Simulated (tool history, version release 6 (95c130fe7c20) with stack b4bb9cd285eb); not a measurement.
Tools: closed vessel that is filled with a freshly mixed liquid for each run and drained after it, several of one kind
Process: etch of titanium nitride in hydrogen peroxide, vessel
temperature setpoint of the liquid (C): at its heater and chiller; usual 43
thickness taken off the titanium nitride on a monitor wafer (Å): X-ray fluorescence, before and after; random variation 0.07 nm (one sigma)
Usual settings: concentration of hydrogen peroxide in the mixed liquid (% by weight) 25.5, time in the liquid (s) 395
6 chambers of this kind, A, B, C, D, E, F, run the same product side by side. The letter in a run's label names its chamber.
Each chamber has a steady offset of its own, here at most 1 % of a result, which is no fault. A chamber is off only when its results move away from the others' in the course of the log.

run   hour  temperature setpoint of the liquid (C)  concentration of hydrogen peroxide in the mixed liquid (% by weight)  time in the liquid (s)  hours since the thermometer was replaced  hours since the peroxide flow meter was replaced  hours since the drum of peroxide was connected  read-back film thickness of the titanium nitride reference wafer, read on the same gauge (nm)  thickness taken off the titanium nitride on a monitor wafer (Å)
 1B    5.6                                      43                                                                  25.5                     395                                     910.4                                              66.7                                          1030.8                                                                                         39.988                                                           92.884
 2A   13.9                                      43                                                                  25.5                     395                                    1249.8                                            1175.9                                           133.7                                                                                         40.024                                                           93.962
 3E   22.6                                      43                                                                  25.5                     395                                     269.7                                             752.0                                           496.0                                                                                         39.993                                                           92.529
 4F   27.7                                      43                                                                  25.5                     395                                    1082.9                                             798.6                                           658.4                                                                                         40.004                                                           92.276
 5D   33.2                                      43                                                                  25.5                     395                                    1261.6                                             361.5                                            87.6                                                                                         39.969                                                           91.838
 6C   38.1                                      43                                                                  30.0                     570                                    1527.2                                             653.8                                           794.2                                                                                         39.977                                                          137.480
 7D   46.8                                      43                                                                  30.0                     570                                    1275.2                                             375.1                                           101.2                                                                                         40.011                                                          136.890
 8E   57.2                                      43                                                                  30.0                     570                                     304.3                                             786.6                                           530.6                                                                                         39.991                                                          137.050
 9F   65.3                                      43                                                                  30.0                     570                                    1120.5                                             836.2                                           696.0                                                                                         40.018                                                          136.680
10B   70.6                                      43                                                                  30.0                     570                                     975.4                                             131.7                                          1095.8                                                                                         39.982                                                          139.790
      72.7  -- chamber A: peroxide flow meter replaced
11C   79.2                                      43                                                                  30.0                     570                                    1568.3                                             694.9                                           835.3                                                                                         39.979                                                          137.240
      85.2  -- chamber B: new drum of peroxide connected
12A   88.5                                      43                                                                  25.5                     395                                    1324.4                                              15.8                                           208.3                                                                                         40.018                                                           92.381
13A   98.7                                      43                                                                  30.0                     515                                    1334.6                                              26.0                                           218.5                                                                                         40.013                                                          123.850
14C  104.5                                      43                                                                  30.0                     515                                    1593.6                                             720.2                                           860.6                                                                                         40.020                                                          121.700
     111.1  -- chamber E: peroxide flow meter replaced
15E  112.2                                      43                                                                  30.0                     515                                     359.3                                               1.2                                           585.6                                                                                         40.030                                                          124.600
16D  118.2                                      43                                                                  30.0                     515                                    1346.6                                             446.5                                           172.6                                                                                         39.993                                                          123.920
17B  127.7                                      43                                                                  30.0                     515                                    1032.5                                             188.8                                            42.6                                                                                         40.012                                                          126.560
18F  138.5                                      43                                                                  30.0                     515                                    1193.7                                             909.4                                           769.2                                                                                         39.995                                                          118.790
19B  148.3                                      43                                                                  25.5                     395                                    1053.1                                             209.4                                            63.2                                                                                         40.018                                                           91.468
20A  158.9                                      43                                                                  25.5                     395                                    1394.8                                              86.2                                           278.7                                                                                         39.983                                                           92.134
21C  164.1                                      43                                                                  25.5                     395                                    1653.2                                             779.8                                           920.2                                                                                         39.994                                                           91.192
22F  175.0                                      38                                                                  25.5                     530                                    1230.2                                             945.9                                           805.7                                                                                         39.971                                                           79.311
23E  180.9                                      38                                                                  25.5                     530                                     428.0                                              69.9                                           654.3                                                                                         40.006                                                           84.635
24D  188.2                                      38                                                                  25.5                     530                                    1416.6                                             516.5                                           242.6                                                                                         40.000                                                           83.706
25E  197.9                                      38                                                                  25.5                     530                                     445.0                                              86.9                                           671.3                                                                                         39.973                                                           84.271
26C  208.8                                      38                                                                  25.5                     530                                    1697.9                                             824.5                                           964.9                                                                                         39.984                                                           82.811
27B  215.5                                      38                                                                  25.5                     530                                    1120.3                                             276.6                                           130.4                                                                                         39.981                                                           85.361
28A  226.2                                      43                                                                  25.5                     395                                    1462.1                                             153.5                                           346.0                                                                                         39.995                                                           92.082
29D  231.8                                      43                                                                  25.5                     395                                    1460.2                                             560.1                                           286.2                                                                                         40.002                                                           90.759
30F  241.1                                      43                                                                  25.5                     395                                    1296.3                                            1012.0                                           871.8                                                                                         40.002                                                           84.330
     246.3  -- chamber A: thermometer replaced
31E  246.4                                      43                                                                  25.5                     395                                     493.5                                             135.4                                           719.8                                                                                         40.020                                                           91.539
     251.2  -- chamber C: thermometer replaced
32B  255.0                                      43                                                                  25.5                     395                                    1159.8                                             316.1                                           169.9                                                                                         40.025                                                           92.700
33F  262.4                                      43                                                                  25.5                     395                                    1317.6                                            1033.3                                           893.1                                                                                         39.982                                                           84.708
34C  268.3                                      43                                                                  25.5                     395                                      17.1                                             884.0                                          1024.4                                                                                         39.988                                                           91.211
     269.4  -- chamber D: new drum of peroxide connected
35D  275.2                                      43                                                                  25.5                     395                                    1503.6                                             603.5                                             5.8                                                                                         40.002                                                           90.421
36A  283.1                                      43                                                                  25.5                     395                                      36.9                                             210.4                                           402.9                                                                                         40.002                                                           91.398
37D  293.6                                      43                                                                  25.5                     395                                    1522.0                                             621.9                                            24.2                                                                                         39.988                                                           91.786
38B  299.5                                      43                                                                  25.5                     395                                    1204.3                                             360.6                                           214.4                                                                                         40.007                                                           92.155

Next, every chamber runs the same settings. What will each give?
39A  307.6                                      43                                                                  25.5                     395                                                                                                                                                                                                                                                                                                           ?
39B  307.6                                      43                                                                  25.5                     395                                                                                                                                                                                                                                                                                                           ?
39C  307.6                                      43                                                                  25.5                     395                                                                                                                                                                                                                                                                                                           ?
39D  307.6                                      43                                                                  25.5                     395                                                                                                                                                                                                                                                                                                           ?
39E  307.6                                      43                                                                  25.5                     395                                                                                                                                                                                                                                                                                                           ?
39F  307.6                                      43                                                                  25.5                     395                                                                                                                                                                                                                                                                                                           ?

run  thickness taken off the titanium nitride on a monitor wafer (Å)
39A                                                           91.790
39B                                                           92.566
39C                                                           90.806
39D                                                           91.136
39E                                                           92.373
39F                                                           82.190
